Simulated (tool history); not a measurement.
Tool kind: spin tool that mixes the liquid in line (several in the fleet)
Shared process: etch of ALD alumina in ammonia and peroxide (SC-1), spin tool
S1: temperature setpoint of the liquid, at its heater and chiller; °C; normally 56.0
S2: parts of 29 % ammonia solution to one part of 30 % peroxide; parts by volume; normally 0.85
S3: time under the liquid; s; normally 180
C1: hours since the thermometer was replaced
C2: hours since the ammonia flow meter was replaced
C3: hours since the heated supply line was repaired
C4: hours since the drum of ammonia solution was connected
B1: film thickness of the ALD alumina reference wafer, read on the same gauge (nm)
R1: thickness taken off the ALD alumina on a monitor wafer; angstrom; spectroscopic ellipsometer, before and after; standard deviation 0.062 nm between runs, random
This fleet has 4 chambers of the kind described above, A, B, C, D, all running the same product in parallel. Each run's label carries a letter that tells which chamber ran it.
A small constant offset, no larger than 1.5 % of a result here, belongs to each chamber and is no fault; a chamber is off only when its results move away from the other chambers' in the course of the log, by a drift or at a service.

At hour 6.2: chamber C: heated supply line repaired.
Run 1A, hour 8.0: usual settings; C1 590.6; C2 1715.9; C3 678.4; C4 116.0; B1 130.00. Result: R1 141.330 angstrom.
Run 2D, hour 14.2: usual settings; C1 1690.5; C2 312.8; C3 2348.4; C4 302.9; B1 130.00. Result: R1 138.760 angstrom.
Run 3B, hour 23.8: usual settings; C1 696.6; C2 1607.0; C3 558.2; C4 508.3; B1 130.03. Result: R1 139.270 angstrom.
At hour 30.2: chamber A: heated supply line repaired.
Run 4C, hour 31.9: usual settings; C1 505.2; C2 97.8; C3 25.7; C4 235.2; B1 130.01. Result: R1 142.640 angstrom.
Run 5C, hour 42.4: usual settings but S1 64.5 °C, S2 0.65 parts by volume; C1 515.7; C2 108.3; C3 36.2; C4 245.7; B1 130.02. Result: R1 210.290 angstrom.
Run 6D, hour 52.6: usual settings but S1 64.5 °C, S2 0.65 parts by volume; C1 1728.9; C2 351.2; C3 2386.8; C4 341.3; B1 130.03. Result: R1 208.570 angstrom.
Run 7A, hour 62.3: usual settings but S1 64.5 °C, S2 0.65 parts by volume; C1 644.9; C2 1770.2; C3 32.2; C4 170.3; B1 130.02. Result: R1 211.520 angstrom.
Run 8B, hour 68.3: usual settings but S1 64.5 °C, S2 0.65 parts by volume; C1 741.1; C2 1651.5; C3 602.7; C4 552.8; B1 130.01. Result: R1 211.390 angstrom.
Run 9C, hour 79.7: usual settings; C1 553.0; C2 145.6; C3 73.5; C4 283.0; B1 130.01. Result: R1 140.730 angstrom.
Run 10D, hour 87.2: usual settings; C1 1763.5; C2 385.8; C3 2421.4; C4 375.9; B1 129.99. Result: R1 137.850 angstrom.
Run 11B, hour 97.7: usual settings; C1 770.5; C2 1680.9; C3 632.1; C4 582.2; B1 129.97. Result: R1 138.780 angstrom.
At hour 99.8: chamber B: thermometer replaced.
Run 12A, hour 106.0: usual settings but S1 64.0 °C, S3 225 s; C1 688.6; C2 1813.9; C3 75.9; C4 214.0; B1 129.96. Result: R1 261.080 angstrom.
Run 13D, hour 118.4: usual settings but S1 64.0 °C, S3 225 s; C1 1794.7; C2 417.0; C3 2452.6; C4 407.1; B1 130.00. Result: R1 262.280 angstrom.
Run 14A, hour 124.5: usual settings but S1 64.0 °C, S3 225 s; C1 707.1; C2 1832.4; C3 94.4; C4 232.5; B1 129.98. Result: R1 261.660 angstrom.
Run 15B, hour 130.4: usual settings but S1 64.0 °C, S3 225 s; C1 30.6; C2 1713.6; C3 664.8; C4 614.9; B1 130.02. Result: R1 263.910 angstrom.
Run 16C, hour 141.5: usual settings; C1 614.8; C2 207.4; C3 135.3; C4 344.8; B1 130.00. Result: R1 141.230 angstrom.
Run 17D, hour 148.5: usual settings; C1 1824.8; C2 447.1; C3 2482.7; C4 437.2; B1 130.01. Result: R1 138.720 angstrom.
Run 18C, hour 155.0: usual settings; C1 628.3; C2 220.9; C3 148.8; C4 358.3; B1 129.99. Result: R1 141.030 angstrom.
Run 19A, hour 163.4: usual settings; C1 746.0; C2 1871.3; C3 133.3; C4 271.4; B1 129.94. Result: R1 137.150 angstrom.
Run 20B, hour 173.2: usual settings; C1 73.4; C2 1756.4; C3 707.6; C4 657.7; B1 130.01. Result: R1 137.680 angstrom.
At hour 174.1: chamber A: new drum of ammonia solution connected.
Run 21C, hour 186.2: usual settings but S2 0.70 parts by volume, S3 90 s; C1 659.5; C2 252.1; C3 180.0; C4 389.5; B1 129.97. Result: R1 68.873 angstrom.
Run 22A, hour 195.2: usual settings but S2 0.70 parts by volume, S3 90 s; C1 777.8; C2 1903.1; C3 165.1; C4 21.2; B1 130.01. Result: R1 66.656 angstrom.
Run 23B, hour 202.2: usual settings but S2 0.70 parts by volume, S3 90 s; C1 102.4; C2 1785.4; C3 736.6; C4 686.7; B1 130.03. Result: R1 68.652 angstrom.
At hour 211.0: chamber D: heated supply line repaired.
Run 24D, hour 213.3: usual settings but S2 0.70 parts by volume, S3 90 s; C1 1889.6; C2 511.9; C3 2.4; C4 502.0; B1 129.99. Result: R1 67.484 angstrom.
Run 25A, hour 221.3: usual settings; C1 803.9; C2 1929.2; C3 191.2; C4 47.3; B1 129.97. Result: R1 136.030 angstrom.
At hour 222.5: chamber D: new drum of ammonia solution connected.
Run 26B, hour 228.8: usual settings; C1 129.0; C2 1812.0; C3 763.2; C4 713.3; B1 130.00. Result: R1 139.600 angstrom.
Run 27D, hour 238.0: usual settings; C1 1914.3; C2 536.6; C3 27.1; C4 15.5; B1 129.98. Result: R1 137.950 angstrom.

All chambers now run identical settings, listed one chamber a line with results as question marks. What results will each chamber show?
Run 28A, hour 247.3: usual settings but S1 65.0 °C. Result: R1 ?.
Run 28B, hour 247.3: usual settings but S1 65.0 °C. Result: R1 ?.
Run 28C, hour 247.3: usual settings but S1 65.0 °C. Result: R1 ?.
Run 28D, hour 247.3: usual settings but S1 65.0 °C. Result: R1 ?.

run       R1
28A  214.680
28B  220.820
28C  221.360
28D  220.350
